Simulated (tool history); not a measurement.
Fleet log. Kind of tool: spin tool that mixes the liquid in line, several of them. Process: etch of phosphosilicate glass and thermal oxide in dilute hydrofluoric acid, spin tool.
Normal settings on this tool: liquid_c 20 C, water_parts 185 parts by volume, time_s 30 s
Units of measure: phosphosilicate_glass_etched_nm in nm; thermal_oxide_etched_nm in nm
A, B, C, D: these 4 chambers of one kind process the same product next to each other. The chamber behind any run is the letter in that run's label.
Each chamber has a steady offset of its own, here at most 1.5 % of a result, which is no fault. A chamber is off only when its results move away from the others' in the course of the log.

| run | hour | liquid_c | water_parts | time_s | hours since the thermometer was replaced | hours since the hydrofluoric acid flow meter was replaced | read-back film thickness of the phosphosilicate glass reference wafer, read on the same gauge (nm) | read-back film thickness of the thermal oxide reference wafer, read on the same gauge (nm) | phosphosilicate_glass_etched_nm | thermal_oxide_etched_nm |
|---|---|---|---|---|---|---|---|---|---|---|
| 1B | 12.3 | 20 | 185 | 30 | 1008 | 587.5 | 130.02 | 99.991 | 20.522 | 0.60906 |
| 2D | 24.8 | 20 | 185 | 30 | 568.1 | 73.1 | 130 | 99.997 | 20.495 | 0.67742 |
| 3C | 36.4 | 20 | 185 | 30 | 336.3 | 74.1 | 130.01 | 99.973 | 20.69 | 0.57766 |
| 4A | 50.6 | 20 | 185 | 30 | 948.5 | 1676.5 | 129.97 | 100 | 20.488 | 0.57819 |
| 5C | 57.8 | 20 | 185 | 30 | 357.7 | 95.5 | 130 | 99.991 | 20.94 | 0.70505 |
| 6B | 66.5 | 20 | 185 | 30 | 1062.2 | 641.7 | 129.99 | 99.992 | 20.582 | 0.6639 |
| 7D | 75.9 | 20 | 185 | 30 | 619.2 | 124.2 | 130 | 100 | 20.337 | 0.62933 |
| 8A | 87.4 | 20 | 185 | 30 | 985.3 | 1713.3 | 130 | 99.999 | 20.415 | 0.60426 |
| 9C | 97.9 | 20 | 260 | 30 | 397.8 | 135.6 | 130.02 | 99.993 | 13.817 | 0.38301 |
| 10D | 105.6 | 20 | 260 | 30 | 648.9 | 153.9 | 129.97 | 99.992 | 13.381 | 0.40889 |
| 11A | 113 | 20 | 260 | 30 | 1010.9 | 1738.9 | 130 | 99.98 | 13.52 | 0.39053 |
| 12B | 124.2 | 20 | 260 | 30 | 1119.9 | 699.4 | 129.99 | 99.957 | 13.524 | 0.4072 |
| 13B | 138.7 | 20 | 185 | 30 | 1134.4 | 713.9 | 129.99 | 99.982 | 20.607 | 0.60738 |
| 14A | 147 | 20 | 185 | 30 | 1044.9 | 1772.9 | 130 | 99.977 | 20.352 | 0.62784 |
| 15D | 156.6 | 20 | 185 | 30 | 699.9 | 204.9 | 130 | 100 | 20.468 | 0.64846 |
| 16C | 164.5 | 20 | 185 | 30 | 464.4 | 202.2 | 129.98 | 100 | 20.785 | 0.60364 |
| 17A | 172.5 | 20 | 185 | 30 | 1070.4 | 1798.4 | 130 | 99.979 | 20.404 | 0.65169 |
| 18D | 186.5 | 20 | 185 | 30 | 729.8 | 234.8 | 130.01 | 99.986 | 20.494 | 0.58647 |
| 19B | 200.2 | 20 | 185 | 30 | 1195.9 | 775.4 | 130.01 | 100.02 | 20.637 | 0.66125 |
| 20C | 207.3 | 20 | 185 | 30 | 507.2 | 245 | 130.01 | 100.02 | 20.659 | 0.62048 |
| 21C | 220.7 | 20 | 185 | 30 | 520.6 | 258.4 | 129.99 | 100.02 | 20.981 | 0.63108 |
| 22A | 227.6 | 20 | 185 | 30 | 1125.5 | 1853.5 | 130 | 100.03 | 20.59 | 0.64823 |
| 23B | 239.5 | 20 | 185 | 30 | 1235.2 | 814.7 | 129.99 | 99.971 | 20.689 | 0.66877 |
| 24D | 249.5 | 20 | 185 | 30 | 792.8 | 297.8 | 129.98 | 99.986 | 20.451 | 0.60028 |
| 25B | 257.7 | 20 | 185 | 30 | 1253.4 | 832.9 | 130 | 100.01 | 20.661 | 0.64508 |
| 26D | 271.1 | 20 | 185 | 45 | 814.4 | 319.4 | 130 | 99.993 | 30.648 | 0.98042 |
| 27A | 283 | 20 | 185 | 45 | 1180.9 | 1908.9 | 129.99 | 99.985 | 31.15 | 0.89568 |

Decide between three cases: one chamber stands off from its peers, the gauge reading all wafers drifts, or nothing is wrong past each chamber's small offset. Where a chamber is off, say which and what most likely put it there.

No chamber stands off beyond its own small offset, and the gauge holds steady.

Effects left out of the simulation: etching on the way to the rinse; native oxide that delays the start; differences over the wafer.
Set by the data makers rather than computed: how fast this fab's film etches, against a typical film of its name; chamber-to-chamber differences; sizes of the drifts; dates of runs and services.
